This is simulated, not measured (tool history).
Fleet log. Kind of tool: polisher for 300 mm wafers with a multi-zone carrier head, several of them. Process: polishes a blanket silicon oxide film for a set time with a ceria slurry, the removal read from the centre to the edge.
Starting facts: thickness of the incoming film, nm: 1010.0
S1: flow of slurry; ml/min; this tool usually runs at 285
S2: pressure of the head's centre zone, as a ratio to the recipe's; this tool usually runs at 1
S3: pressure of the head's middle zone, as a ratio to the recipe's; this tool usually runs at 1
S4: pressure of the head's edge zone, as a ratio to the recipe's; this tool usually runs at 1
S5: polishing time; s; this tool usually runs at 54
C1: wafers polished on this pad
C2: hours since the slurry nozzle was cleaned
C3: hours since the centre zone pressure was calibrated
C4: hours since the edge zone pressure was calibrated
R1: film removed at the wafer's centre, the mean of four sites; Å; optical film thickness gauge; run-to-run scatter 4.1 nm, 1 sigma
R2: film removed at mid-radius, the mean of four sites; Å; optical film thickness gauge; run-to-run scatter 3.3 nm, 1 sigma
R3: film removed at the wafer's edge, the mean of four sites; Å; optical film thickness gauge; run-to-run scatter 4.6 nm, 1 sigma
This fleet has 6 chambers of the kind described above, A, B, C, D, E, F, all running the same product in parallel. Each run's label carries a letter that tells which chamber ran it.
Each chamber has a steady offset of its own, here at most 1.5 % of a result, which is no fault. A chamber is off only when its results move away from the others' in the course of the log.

{"run": "1A", "hour": 5.2, "S1": 285, "S2": 1, "S3": 1, "S4": 1, "S5": 54, "C1": 94, "C2": 21.6, "C3": 49.5, "C4": 939.5, "R1": 3342.8, "R2": 3271.5, "R3": 3316.7}
{"run": "2B", "hour": 12.5, "S1": 285, "S2": 1, "S3": 1, "S4": 1, "S5": 54, "C1": 802, "C2": 42.5, "C3": 217.9, "C4": 445, "R1": 3289, "R2": 3303.2, "R3": 3296.1}
{"hour": 13.9, "done": "chamber C: worn pad replaced by a new one"}
{"hour": 16.4, "done": "chamber F: worn pad replaced by a new one"}
{"run": "3D", "hour": 19.6, "S1": 285, "S2": 1, "S3": 1, "S4": 1, "S5": 54, "C1": 1108, "C2": 36.5, "C3": 1591.8, "C4": 673.6, "R1": 3288.9, "R2": 3327.2, "R3": 3248.9}
{"hour": 29.1, "done": "chamber B: worn pad replaced by a new one"}
{"run": "4C", "hour": 29.9, "S1": 285, "S2": 1, "S3": 1, "S4": 1, "S5": 54, "C1": 239, "C2": 249.9, "C3": 90.3, "C4": 610.5, "R1": 3236.9, "R2": 3301.4, "R3": 3342.8}
{"hour": 30.2, "done": "chamber D: centre zone pressure recalibrated"}
{"hour": 32.7, "done": "chamber E: worn pad replaced by a new one"}
{"run": "5F", "hour": 39.2, "S1": 285, "S2": 1, "S3": 1, "S4": 1, "S5": 54, "C1": 340, "C2": 585.8, "C3": 457.5, "C4": 866.8, "R1": 3261, "R2": 3331.6, "R3": 3266.1}
{"hour": 43.8, "done": "chamber D: worn pad replaced by a new one"}
{"hour": 46.3, "done": "chamber E: slurry nozzle cleaned"}
{"run": "6E", "hour": 49.3, "S1": 285, "S2": 1, "S3": 1, "S4": 1, "S5": 54, "C1": 247, "C2": 3, "C3": 111.7, "C4": 922.1, "R1": 3329.8, "R2": 3326.9, "R3": 3225.9}
{"run": "7C", "hour": 54.4, "S1": 285, "S2": 1, "S3": 1, "S4": 1, "S5": 54, "C1": 604, "C2": 274.4, "C3": 114.8, "C4": 635, "R1": 3229.8, "R2": 3289.1, "R3": 3231.4}
{"run": "8A", "hour": 63.4, "S1": 285, "S2": 1, "S3": 1, "S4": 1, "S5": 54, "C1": 962, "C2": 79.8, "C3": 107.7, "C4": 997.7, "R1": 3292.2, "R2": 3232.3, "R3": 3345.7}
{"run": "9B", "hour": 68.3, "S1": 285, "S2": 1, "S3": 1, "S4": 1, "S5": 54, "C1": 584, "C2": 98.3, "C3": 273.7, "C4": 500.8, "R1": 3243.4, "R2": 3260.1, "R3": 3285.2}
{"hour": 70.2, "done": "chamber C: worn pad replaced by a new one"}
{"run": "10D", "hour": 77.8, "S1": 285, "S2": 1, "S3": 1, "S4": 1, "S5": 54, "C1": 507, "C2": 94.7, "C3": 47.7, "C4": 731.8, "R1": 3280.6, "R2": 3294.9, "R3": 3286.1}
{"hour": 83.6, "done": "chamber A: worn pad replaced by a new one"}
{"run": "11F", "hour": 87.5, "S1": 285, "S2": 1, "S3": 1, "S4": 1, "S5": 68, "C1": 1060, "C2": 634.1, "C3": 505.8, "C4": 915.1, "R1": 4131.9, "R2": 4135.7, "R3": 4201.4}
{"hour": 88.8, "done": "chamber B: worn pad replaced by a new one"}
{"hour": 91.8, "done": "chamber E: worn pad replaced by a new one"}
{"run": "12E", "hour": 94.3, "S1": 285, "S2": 1, "S3": 1, "S4": 1, "S5": 68, "C1": 38, "C2": 48, "C3": 156.7, "C4": 967.1, "R1": 4108.2, "R2": 4198.7, "R3": 4202.8}
{"hour": 99.4, "done": "chamber F: worn pad replaced by a new one"}
{"run": "13F", "hour": 101.0, "S1": 285, "S2": 1, "S3": 1, "S4": 1, "S5": 68, "C1": 24, "C2": 647.6, "C3": 519.3, "C4": 928.6, "R1": 4115.3, "R2": 4186.5, "R3": 4040.7}
{"run": "14B", "hour": 107.9, "S1": 285, "S2": 1, "S3": 1, "S4": 1, "S5": 68, "C1": 285, "C2": 137.9, "C3": 313.3, "C4": 540.4, "R1": 4073.2, "R2": 4112.1, "R3": 4170.6}
{"run": "15E", "hour": 118.1, "S1": 285, "S2": 1, "S3": 1, "S4": 1, "S5": 68, "C1": 392, "C2": 71.8, "C3": 180.5, "C4": 990.9, "R1": 4146.3, "R2": 4187, "R3": 4033.9}
{"hour": 122.6, "done": "chamber B: centre zone pressure recalibrated"}
{"hour": 122.9, "done": "chamber C: slurry nozzle cleaned"}
{"run": "16D", "hour": 123.6, "S1": 285, "S2": 1, "S3": 1, "S4": 1, "S5": 68, "C1": 1190, "C2": 140.5, "C3": 93.5, "C4": 777.6, "R1": 4196.8, "R2": 4173.1, "R3": 4149.2}
{"run": "17C", "hour": 131.0, "S1": 285, "S2": 1, "S3": 1, "S4": 1.12, "S5": 54, "C1": 906, "C2": 8.1, "C3": 191.4, "C4": 711.6, "R1": 3273.2, "R2": 3268.4, "R3": 3511}
{"hour": 134.0, "done": "chamber D: worn pad replaced by a new one"}
{"hour": 140.3, "done": "chamber C: worn pad replaced by a new one"}
{"run": "18A", "hour": 140.8, "S1": 285, "S2": 1, "S3": 1, "S4": 1.12, "S5": 54, "C1": 853, "C2": 157.2, "C3": 185.1, "C4": 1075.1, "R1": 3361.4, "R2": 3288.6, "R3": 3596.4}
{"hour": 147.9, "done": "chamber B: worn pad replaced by a new one"}
{"run": "19A", "hour": 150.0, "S1": 285, "S2": 1, "S3": 1, "S4": 1.12, "S5": 54, "C1": 990, "C2": 166.4, "C3": 194.3, "C4": 1084.3, "R1": 3247.5, "R2": 3320.9, "R3": 3514.8}
{"run": "20B", "hour": 157.0, "S1": 285, "S2": 1, "S3": 1, "S4": 1.12, "S5": 54, "C1": 135, "C2": 187, "C3": 34.4, "C4": 589.5, "R1": 2891.3, "R2": 3294.9, "R3": 3469.6}
{"hour": 158.4, "done": "chamber E: worn pad replaced by a new one"}
{"run": "21D", "hour": 166.4, "S1": 285, "S2": 1, "S3": 1, "S4": 1.12, "S5": 54, "C1": 483, "C2": 183.3, "C3": 136.3, "C4": 820.4, "R1": 3327.9, "R2": 3289.8, "R3": 3479.1}
{"run": "22E", "hour": 175.3, "S1": 285, "S2": 1, "S3": 1, "S4": 1.12, "S5": 54, "C1": 252, "C2": 129, "C3": 237.7, "C4": 1048.1, "R1": 3270.8, "R2": 3315.8, "R3": 3507.3}
{"hour": 181.1, "done": "chamber A: worn pad replaced by a new one"}
{"hour": 184.6, "done": "chamber F: slurry nozzle cleaned"}
{"run": "23F", "hour": 184.6, "S1": 285, "S2": 1, "S3": 1, "S4": 1, "S5": 54, "C1": 1270, "C2": 0.1, "C3": 602.9, "C4": 1012.2, "R1": 3251.1, "R2": 3280.7, "R3": 3217.2}
{"run": "24C", "hour": 190.0, "S1": 285, "S2": 1.04, "S3": 1, "S4": 1, "S5": 71, "C1": 741, "C2": 67.1, "C3": 250.4, "C4": 770.6, "R1": 4471.4, "R2": 4386.6, "R3": 4304.5}
{"hour": 193.3, "done": "chamber F: worn pad replaced by a new one"}
{"run": "25E", "hour": 199.6, "S1": 285, "S2": 1.04, "S3": 1, "S4": 1, "S5": 71, "C1": 614, "C2": 153.3, "C3": 262, "C4": 1072.4, "R1": 4400.4, "R2": 4395.9, "R3": 4281.8}
{"hour": 203.0, "done": "chamber C: worn pad replaced by a new one"}
{"hour": 206.6, "done": "chamber D: slurry nozzle cleaned"}
{"run": "26D", "hour": 208.5, "S1": 285, "S2": 1.04, "S3": 1, "S4": 1, "S5": 71, "C1": 1110, "C2": 1.9, "C3": 178.4, "C4": 862.5, "R1": 4577.3, "R2": 4352.3, "R3": 4388.3}
{"hour": 209.9, "done": "chamber B: worn pad replaced by a new one"}
{"run": "27A", "hour": 218.7, "S1": 285, "S2": 1.04, "S3": 1, "S4": 1, "S5": 71, "C1": 561, "C2": 235.1, "C3": 263, "C4": 1153, "R1": 4480.3, "R2": 4310.6, "R3": 4375.8}
{"run": "28C", "hour": 227.0, "S1": 285, "S2": 1.04, "S3": 1, "S4": 1, "S5": 71, "C1": 358, "C2": 104.1, "C3": 287.4, "C4": 807.6, "R1": 4521.2, "R2": 4338.7, "R3": 4346.6}
{"hour": 228.1, "done": "chamber E: worn pad replaced by a new one"}
{"run": "29F", "hour": 231.5, "S1": 285, "S2": 1.04, "S3": 1, "S4": 1, "S5": 71, "C1": 569, "C2": 47, "C3": 649.8, "C4": 1059.1, "R1": 4466.1, "R2": 4398.2, "R3": 4366.5}
{"hour": 232.0, "done": "chamber D: worn pad replaced by a new one"}
{"run": "30B", "hour": 239.4, "S1": 285, "S2": 1, "S3": 1, "S4": 1, "S5": 54, "C1": 439, "C2": 269.4, "C3": 116.8, "C4": 671.9, "R1": 2886.5, "R2": 3330.6, "R3": 3227.4}
{"run": "31D", "hour": 248.6, "S1": 285, "S2": 1, "S3": 1, "S4": 1, "S5": 54, "C1": 248, "C2": 42, "C3": 218.5, "C4": 902.6, "R1": 3343.5, "R2": 3301.3, "R3": 3304.9}
{"run": "32A", "hour": 254.1, "S1": 285, "S2": 1, "S3": 1, "S4": 1, "S5": 54, "C1": 1088, "C2": 270.5, "C3": 298.4, "C4": 1188.4, "R1": 3258.3, "R2": 3257.1, "R3": 3309.6}
{"hour": 256.8, "done": "chamber E: slurry nozzle cleaned"}
{"hour": 261.2, "done": "chamber C: worn pad replaced by a new one"}
{"run": "33B", "hour": 263.4, "S1": 285, "S2": 1, "S3": 1, "S4": 1, "S5": 54, "C1": 797, "C2": 293.4, "C3": 140.8, "C4": 695.9, "R1": 2892.7, "R2": 3297.1, "R3": 3278.3}
{"run": "34E", "hour": 269.1, "S1": 285, "S2": 1, "S3": 1, "S4": 1, "S5": 61, "C1": 611, "C2": 12.4, "C3": 331.5, "C4": 1141.9, "R1": 3704.8, "R2": 3692.9, "R3": 3834.7}
{"hour": 274.6, "done": "chamber B: worn pad replaced by a new one"}
{"run": "35F", "hour": 274.9, "S1": 285, "S2": 1, "S3": 1, "S4": 1, "S5": 61, "C1": 1216, "C2": 90.4, "C3": 693.2, "C4": 1102.5, "R1": 3672.3, "R2": 3736.3, "R3": 3796}
{"hour": 282.2, "done": "chamber A: worn pad replaced by a new one"}
{"run": "36C", "hour": 283.0, "S1": 285, "S2": 1, "S3": 1, "S4": 1, "S5": 61, "C1": 326, "C2": 160.1, "C3": 343.4, "C4": 863.6, "R1": 3649.5, "R2": 3712.5, "R3": 3814.5}
{"hour": 286.5, "done": "chamber F: worn pad replaced by a new one"}
{"run": "37F", "hour": 292.8, "S1": 285, "S2": 1, "S3": 1, "S4": 1, "S5": 61, "C1": 94, "C2": 108.3, "C3": 711.1, "C4": 1120.4, "R1": 3770.5, "R2": 3747.9, "R3": 3723.1}
{"run": "38A", "hour": 302.2, "S1": 285, "S2": 1, "S3": 1, "S4": 1, "S5": 61, "C1": 298, "C2": 318.6, "C3": 346.5, "C4": 1236.5, "R1": 3668.6, "R2": 3689.3, "R3": 3779.4}
{"run": "39B", "hour": 310.8, "S1": 285, "S2": 1, "S3": 1, "S4": 1, "S5": 61, "C1": 540, "C2": 340.8, "C3": 188.2, "C4": 743.3, "R1": 3214.6, "R2": 3713.3, "R3": 3690.3}
{"run": "40C", "hour": 319.7, "S1": 285, "S2": 1, "S3": 1, "S4": 1, "S5": 54, "C1": 873, "C2": 196.8, "C3": 380.1, "C4": 900.3, "R1": 3333.1, "R2": 3243.8, "R3": 3226.2}

Is one chamber off against the others, does the gauge drift, or is nothing wrong? If a chamber is off, say which, and what the likeliest cause is.

Chamber B came out of a service off from its peers and stayed that way.
Cause: centre zone's pressure below its setpoint, % = 10.8.

Here are 4 candidates for chamber B's next run, each the usual settings with a change, their results left as question marks. Which one brings its results back in line with what the others give on the usual settings?
To be in line, a result may differ from the other chambers' mean on the usual settings by at most: R1 140 Å; R2 120 Å; R3 160 Å
{"run": "41B-1", "hour": 327.1, "S1": 265, "S2": 0.83, "S3": 1.04, "S4": 1.1, "S5": 53, "R1": "?", "R2": "?", "R3": "?"}
{"run": "41B-2", "hour": 327.1, "S1": 290, "S2": 1.11, "S3": 0.98, "S4": 0.96, "S5": 55, "R1": "?", "R2": "?", "R3": "?"}
{"run": "41B-3", "hour": 327.1, "S1": 310, "S2": 1.17, "S3": 0.94, "S4": 0.88, "S5": 57, "R1": "?", "R2": "?", "R3": "?"}
{"run": "41B-4", "hour": 327.1, "S1": 280, "S2": 0.9, "S3": 1.01, "S4": 1.04, "S5": 54, "R1": "?", "R2": "?", "R3": "?"}

The other chambers' mean on the usual settings: R1 3275.4 Å; R2 3286.4 Å; R3 3289.5 Å
run=41B-1 R1=2295.7 R2=3334.3 R3=3400.5
run=41B-2 R1=3320.9 R2=3303.3 R3=3308.4
run=41B-3 R1=3669.7 R2=3316.2 R3=3298.8
run=41B-4 R1=2577.3 R2=3325.5 R3=3377.2
The right change is 41B-2: it brings the chamber back within the allowed miss of the others.
